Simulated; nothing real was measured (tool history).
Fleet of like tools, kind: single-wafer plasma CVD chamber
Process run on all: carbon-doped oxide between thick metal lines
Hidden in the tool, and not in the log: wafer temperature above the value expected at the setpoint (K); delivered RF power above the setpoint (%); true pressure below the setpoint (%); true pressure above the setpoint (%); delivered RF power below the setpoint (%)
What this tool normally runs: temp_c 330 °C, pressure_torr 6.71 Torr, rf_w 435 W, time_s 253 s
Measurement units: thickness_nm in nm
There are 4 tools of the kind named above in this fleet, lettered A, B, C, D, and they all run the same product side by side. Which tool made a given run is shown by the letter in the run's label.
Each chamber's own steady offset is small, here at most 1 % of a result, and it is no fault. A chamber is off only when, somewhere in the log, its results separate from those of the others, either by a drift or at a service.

run	hour	temp_c	pressure_torr	rf_w	time_s	hours since the last thermocouple change	hours since the last RF generator calibration	hours since the last manometer calibration	read-back reference wafer on the same gauge, thickness_nm	thickness_nm
# hour 2.6: chamber C: thermocouple changed; heater temperature recalibrated
1A	8.4	330	6.71	435	253	1434.3	1028.3	468	1520.1	1282.7
# hour 9.2: chamber B: thermocouple changed; heater temperature recalibrated
2D	17.9	330	6.71	435	253	1883.1	1500.9	904.2	1520.8	1268
3C	23.6	330	6.71	435	253	21	329.8	312.8	1519.3	1280.8
4B	33.1	330	6.71	435	253	23.9	364.2	1246.2	1519.4	1286.4
5A	39.7	335	6.71	435	253	1465.6	1059.6	499.3	1520.5	1263.4
6B	47.8	335	6.71	435	253	38.6	378.9	1260.9	1519.2	1245.7
7D	53.4	335	6.71	435	253	1918.6	1536.4	939.7	1519.7	1250
8C	58.4	335	6.71	435	253	55.8	364.6	347.6	1518.8	1264.3
9B	63.3	330	6.71	435	253	54.1	394.4	1276.4	1519.6	1283.1
10D	67.5	330	5.23	465	253	1932.7	1550.5	953.8	1520.3	1290.7
11A	71.9	330	5.23	465	253	1497.8	1091.8	531.5	1520.6	1300.9
12C	77.7	330	5.23	465	253	75.1	383.9	366.9	1520.3	1298.3
13D	83.7	330	5.23	465	253	1948.9	1566.7	970	1520.6	1288.4
14A	87.8	330	6.71	435	253	1513.7	1107.7	547.4	1521	1276
15C	92.6	330	6.71	435	253	90	398.8	381.8	1520.1	1274.2
16B	98.4	330	6.71	435	253	89.2	429.5	1311.5	1518.4	1282.9
17C	106.2	330	6.71	435	253	103.6	412.4	395.4	1520.7	1270.3
# hour 108: chamber A: RF generator calibrated
18D	112.6	330	6.71	435	253	1977.8	1595.6	998.9	1519.9	1260.3
19A	121.9	330	6.71	435	253	1547.8	13.9	581.5	1520	1275.2
20B	128.5	330	6.71	435	253	119.3	459.6	1341.6	1519.4	1277.6
21B	136.8	330	6.71	435	253	127.6	467.9	1349.9	1520.3	1265.6
22C	142.9	330	6.71	435	253	140.3	449.1	432.1	1519.5	1262.1
23D	148.9	330	6.71	435	253	2014.1	1631.9	1035.2	1519.3	1265.9
24A	156.6	330	6.71	435	294	1582.5	48.6	616.2	1519.2	1477.1
25D	166.2	330	6.71	435	294	2031.4	1649.2	1052.5	1519.7	1469.2
26C	173.4	330	6.71	435	294	170.8	479.6	462.6	1520.7	1460.8
27B	179.2	330	6.71	435	294	170	510.3	1392.3	1519.6	1477.2
28A	184.5	330	6.71	435	253	1610.4	76.5	644.1	1520.1	1283
29A	190.8	330	6.71	435	253	1616.7	82.8	650.4	1520.5	1279.5
30B	200	330	6.71	435	253	190.8	531.1	1413.1	1520.8	1280.6
31D	209.3	330	6.71	435	253	2074.5	1692.3	1095.6	1519.1	1270.3
32C	214.5	330	6.71	435	253	211.9	520.7	503.7	1519.1	1240.2
33A	223.2	336	6.71	435	253	1649.1	115.2	682.8	1520	1252.4
34B	232.5	336	6.71	435	253	223.3	563.6	1445.6	1519.6	1259.4
35C	240	336	6.71	435	253	237.4	546.2	529.2	1520.2	1216.3
36D	249.5	336	6.71	435	253	2114.7	1732.5	1135.8	1519.5	1244.9
37C	254.7	330	6.71	435	253	252.1	560.9	543.9	1520.9	1240.5
38A	262	330	6.71	435	210	1687.9	154	721.6	1521	1057.7
39D	268	330	6.71	435	210	2133.2	1751	1154.3	1520.6	1047.9
40B	273.2	330	6.71	435	210	264	604.3	1486.3	1520.6	1067.4
41D	280.8	330	6.71	435	210	2146	1763.8	1167.1	1520.3	1046.3
42B	289.9	330	6.71	435	253	280.7	621	1503	1519	1283.8
43C	297.1	330	6.71	435	253	294.5	603.3	586.3	1519.5	1222.7

All chambers now run identical settings, listed one chamber a line with results as question marks. What results will each chamber show?
44A	304	330	6.71	435	253					?
44B	304	330	6.71	435	253					?
44C	304	330	6.71	435	253					?
44D	304	330	6.71	435	253					?

run	thickness_nm
44A	1278.2
44B	1285.2
44C	1225.5
44D	1278.9

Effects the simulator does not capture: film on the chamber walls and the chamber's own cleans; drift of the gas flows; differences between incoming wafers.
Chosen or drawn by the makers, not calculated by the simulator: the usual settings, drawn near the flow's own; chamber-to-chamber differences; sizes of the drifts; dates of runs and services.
